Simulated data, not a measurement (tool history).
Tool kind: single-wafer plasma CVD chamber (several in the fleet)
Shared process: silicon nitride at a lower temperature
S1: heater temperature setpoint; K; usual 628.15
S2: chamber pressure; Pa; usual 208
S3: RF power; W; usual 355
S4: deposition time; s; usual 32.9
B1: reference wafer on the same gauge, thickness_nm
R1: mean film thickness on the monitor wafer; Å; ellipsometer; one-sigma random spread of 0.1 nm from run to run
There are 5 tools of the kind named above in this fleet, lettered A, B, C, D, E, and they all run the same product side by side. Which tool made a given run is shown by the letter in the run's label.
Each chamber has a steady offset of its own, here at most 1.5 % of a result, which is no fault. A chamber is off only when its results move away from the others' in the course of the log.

Run 1A, hour 6.5: usual settings; B1 50.993. Result: R1 425.83 Å.
Run 2E, hour 19.2: usual settings; B1 50.999. Result: R1 430.98 Å.
Run 3D, hour 28.4: usual settings; B1 50.983. Result: R1 429.16 Å.
At hour 32.0: chamber A: thermocouple changed; heater temperature recalibrated.
Run 4B, hour 37.3: usual settings; B1 51.008. Result: R1 428.54 Å.
Run 5C, hour 43.5: usual settings; B1 50.996. Result: R1 429.43 Å.
Run 6B, hour 51.5: usual settings but S1 633.15 K, S4 27.7 s; B1 51.007. Result: R1 360.03 Å.
Run 7C, hour 63.7: usual settings but S1 633.15 K, S4 27.7 s; B1 51.002. Result: R1 360.99 Å.
At hour 64.1: chamber E: capacitance manometer re-zeroed and calibrated.
At hour 67.2: chamber D: capacitance manometer re-zeroed and calibrated.
Run 8A, hour 71.5: usual settings but S1 633.15 K, S4 27.7 s; B1 50.985. Result: R1 357.72 Å.
Run 9D, hour 79.7: usual settings but S1 633.15 K, S4 27.7 s; B1 51.003. Result: R1 360.71 Å.
Run 10E, hour 86.1: usual settings but S1 633.15 K, S4 27.7 s; B1 50.988. Result: R1 363.87 Å.
Run 11D, hour 93.3: usual settings but S2 252 Pa; B1 50.976. Result: R1 453.98 Å.
At hour 97.4: chamber C: thermocouple changed; heater temperature recalibrated.
At hour 99.7: chamber E: RF generator calibrated.
Run 12C, hour 105.3: usual settings but S2 252 Pa; B1 50.991. Result: R1 451.85 Å.
Run 13A, hour 113.1: usual settings but S2 252 Pa; B1 50.989. Result: R1 449.91 Å.
Run 14B, hour 124.0: usual settings but S2 252 Pa; B1 50.988. Result: R1 450.78 Å.
Run 15E, hour 133.4: usual settings but S2 252 Pa; B1 50.987. Result: R1 456.54 Å.
Run 16A, hour 144.7: usual settings but S1 615.15 K, S4 39.3 s; B1 51.023. Result: R1 510.14 Å.
Run 17E, hour 156.5: usual settings but S1 615.15 K, S4 39.3 s; B1 50.985. Result: R1 520.05 Å.
Run 18D, hour 165.0: usual settings but S1 615.15 K, S4 39.3 s; B1 51.036. Result: R1 516.23 Å.
Run 19B, hour 172.1: usual settings but S1 615.15 K, S4 39.3 s; B1 51.009. Result: R1 512.12 Å.
Run 20C, hour 181.0: usual settings but S1 615.15 K, S4 39.3 s; B1 50.991. Result: R1 511.40 Å.
Run 21C, hour 188.6: usual settings but S1 638.15 K, S4 29.0 s; B1 50.996. Result: R1 374.51 Å.
At hour 188.7: chamber C: capacitance manometer re-zeroed and calibrated.
Run 22A, hour 194.4: usual settings but S1 638.15 K, S4 29.0 s; B1 51.006. Result: R1 373.74 Å.
Run 23B, hour 205.5: usual settings but S1 638.15 K, S4 29.0 s; B1 50.986. Result: R1 375.00 Å.
Run 24D, hour 218.4: usual settings but S1 638.15 K, S4 29.0 s; B1 51.004. Result: R1 378.15 Å.
Run 25E, hour 231.1: usual settings but S1 638.15 K, S4 29.0 s; B1 50.952. Result: R1 380.64 Å.
Run 26E, hour 242.4: usual settings; B1 50.995. Result: R1 434.40 Å.
Run 27C, hour 251.0: usual settings; B1 50.978. Result: R1 425.49 Å.
Run 28D, hour 262.4: usual settings; B1 50.996. Result: R1 430.89 Å.
Run 29A, hour 272.0: usual settings; B1 50.980. Result: R1 427.51 Å.
Run 30B, hour 278.4: usual settings but S1 618.15 K; B1 50.989. Result: R1 429.53 Å.
Run 31E, hour 286.9: usual settings but S1 618.15 K; B1 51.004. Result: R1 433.86 Å.
Run 32B, hour 299.9: usual settings but S1 618.15 K; B1 51.025. Result: R1 430.39 Å.
Run 33D, hour 311.3: usual settings but S1 618.15 K; B1 50.952. Result: R1 432.45 Å.
Run 34A, hour 321.4: usual settings but S1 618.15 K; B1 50.998. Result: R1 427.93 Å.
Run 35C, hour 330.6: usual settings; B1 50.978. Result: R1 422.95 Å.
Run 36C, hour 339.2: usual settings; B1 51.009. Result: R1 422.56 Å.
Run 37D, hour 349.0: usual settings; B1 51.004. Result: R1 431.11 Å.
Run 38A, hour 360.8: usual settings; B1 51.022. Result: R1 425.71 Å.
Run 39E, hour 367.3: usual settings; B1 50.970. Result: R1 431.23 Å.
Run 40B, hour 375.3: usual settings; B1 51.018. Result: R1 427.23 Å.

For the next run the whole fleet of 5 chambers uses the same settings. Give each chamber's results:
Run 41A, hour 384.6: usual settings but S4 36.8 s. Result: R1 ?.
Run 41B, hour 384.6: usual settings but S4 36.8 s. Result: R1 ?.
Run 41C, hour 384.6: usual settings but S4 36.8 s. Result: R1 ?.
Run 41D, hour 384.6: usual settings but S4 36.8 s. Result: R1 ?.
Run 41E, hour 384.6: usual settings but S4 36.8 s. Result: R1 ?.

run      R1
41A  477.50
41B  477.81
41C  474.26
41D  481.86
41E  483.69

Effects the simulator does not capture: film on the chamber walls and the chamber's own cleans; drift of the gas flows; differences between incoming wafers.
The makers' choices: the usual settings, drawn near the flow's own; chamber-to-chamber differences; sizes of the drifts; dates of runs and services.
